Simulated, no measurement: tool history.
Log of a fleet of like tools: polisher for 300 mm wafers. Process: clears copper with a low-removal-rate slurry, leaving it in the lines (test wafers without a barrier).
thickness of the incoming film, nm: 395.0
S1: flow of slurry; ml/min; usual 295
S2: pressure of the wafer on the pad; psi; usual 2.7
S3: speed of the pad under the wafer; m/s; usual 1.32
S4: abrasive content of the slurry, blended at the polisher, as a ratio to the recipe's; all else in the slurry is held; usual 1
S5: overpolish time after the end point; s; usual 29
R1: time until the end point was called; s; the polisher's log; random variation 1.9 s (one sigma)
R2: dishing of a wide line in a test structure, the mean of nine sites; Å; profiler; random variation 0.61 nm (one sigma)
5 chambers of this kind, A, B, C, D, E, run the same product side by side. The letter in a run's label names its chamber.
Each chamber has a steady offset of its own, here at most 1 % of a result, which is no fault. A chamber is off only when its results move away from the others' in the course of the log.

run   hour   S1   S2    S3  S4  S5      R1      R2
       0.4  -- chamber C: worn pad replaced by a new one
       5.4  -- chamber C: slurry blender recalibrated
       6.2  -- chamber E: worn pad replaced by a new one
       9.8  -- chamber B: worn pad replaced by a new one
 1E   10.5  295  2.7  1.32   1  29  133.49  368.18
 2C   20.0  295  2.7  1.32   1  29  129.46  361.32
 3D   25.5  295  2.7  1.32   1  29  128.77  365.72
 4B   37.6  295  2.7  1.32   1  29  130.73  368.18
 5A   47.4  245  2.7  1.32   1  29  133.91  358.17
 6C   58.4  245  2.7  1.32   1  29  132.66  353.97
      59.5  -- chamber B: slurry nozzle cleaned
 7B   68.4  245  2.7  1.32   1  29  132.01  361.02
      74.8  -- chamber E: slurry blender recalibrated
 8A   78.9  245  2.7  1.32   1  29  131.26  363.47
 9E   88.3  245  2.7  1.32   1  29  133.57  365.78
10D   95.8  295  2.7  1.32   1  29  129.37  361.67
      97.4  -- chamber E: worn pad replaced by a new one
      98.7  -- chamber D: worn pad replaced by a new one
     104.8  -- chamber B: worn pad replaced by a new one
     105.9  -- chamber B: slurry blender recalibrated
11B  106.8  295  2.7  1.32   1  29  129.99  367.63
12C  118.1  295  2.7  1.62   1  29  104.11  398.35
     119.5  -- chamber A: worn pad replaced by a new one
     121.1  -- chamber C: slurry blender recalibrated
     123.9  -- chamber A: slurry nozzle cleaned
13A  125.5  295  2.7  1.62   1  29  106.27  396.77
14D  136.8  295  2.7  1.62   1  29  106.04  397.37
15E  142.8  295  2.7  1.62   1  29  103.67  389.91
16B  152.3  295  2.7  1.62   1  29  104.79  402.81
17A  162.1  295  2.7  1.32   1  29  130.41  376.03
18C  167.7  295  2.7  1.32   1  29  126.60  359.88
     171.3  -- chamber E: slurry nozzle cleaned
     172.3  -- chamber E: slurry blender recalibrated
19E  177.4  295  2.7  1.32   1  29  129.79  369.29
20D  185.7  295  2.7  1.32   1  29  132.10  365.55
     190.2  -- chamber E: worn pad replaced by a new one
     191.7  -- chamber D: slurry blender recalibrated
21C  192.5  295  2.7  1.32   1  29  129.58  356.71
     196.7  -- chamber B: worn pad replaced by a new one
22E  198.7  295  2.7  1.32   1  29  134.76  361.03
23B  206.9  295  2.7  1.32   1  29  129.47  372.61
24D  219.1  295  2.7  1.32   1  29  128.82  370.39
     219.5  -- chamber C: worn pad replaced by a new one
25A  225.8  295  2.7  1.32   1  29  131.90  369.40
     232.3  -- chamber C: slurry blender recalibrated
26A  232.6  295  2.7  1.32   1  29  131.33  357.52
     237.9  -- chamber A: head pressure recalibrated
27B  241.9  295  2.7  1.32   1  29  126.67  379.95
28D  252.5  295  2.7  0.98   1  29  180.30  307.95
     259.8  -- chamber A: worn pad replaced by a new one
29E  260.1  295  2.7  0.98   1  29  171.95  314.94
     261.6  -- chamber D: worn pad replaced by a new one
     264.2  -- chamber E: slurry blender recalibrated
30C  265.5  295  2.7  0.98   1  29  175.11  319.20
31B  273.8  295  2.7  0.98   1  29  170.36  310.95
32E  281.6  295  2.7  0.98   1  29  176.33  317.42
33C  289.3  295  2.7  1.32   1  29  132.47  368.41
34A  297.9  295  2.7  1.32   1  29  130.16  359.75
35D  303.7  295  2.7  1.32   1  29  130.06  377.48

All 5 chambers run these settings next. Forecast each chamber's results:
36A  312.4  295  2.7  1.32   1  29   ?   ?
36B  312.4  295  2.7  1.32   1  29   ?   ?
36C  312.4  295  2.7  1.32   1  29   ?   ?
36D  312.4  295  2.7  1.32   1  29   ?   ?
36E  312.4  295  2.7  1.32   1  29   ?   ?

run      R1      R2
36A  133.50  360.53
36B  130.04  367.85
36C  126.74  373.39
36D  130.20  353.42
36E  126.36  363.88
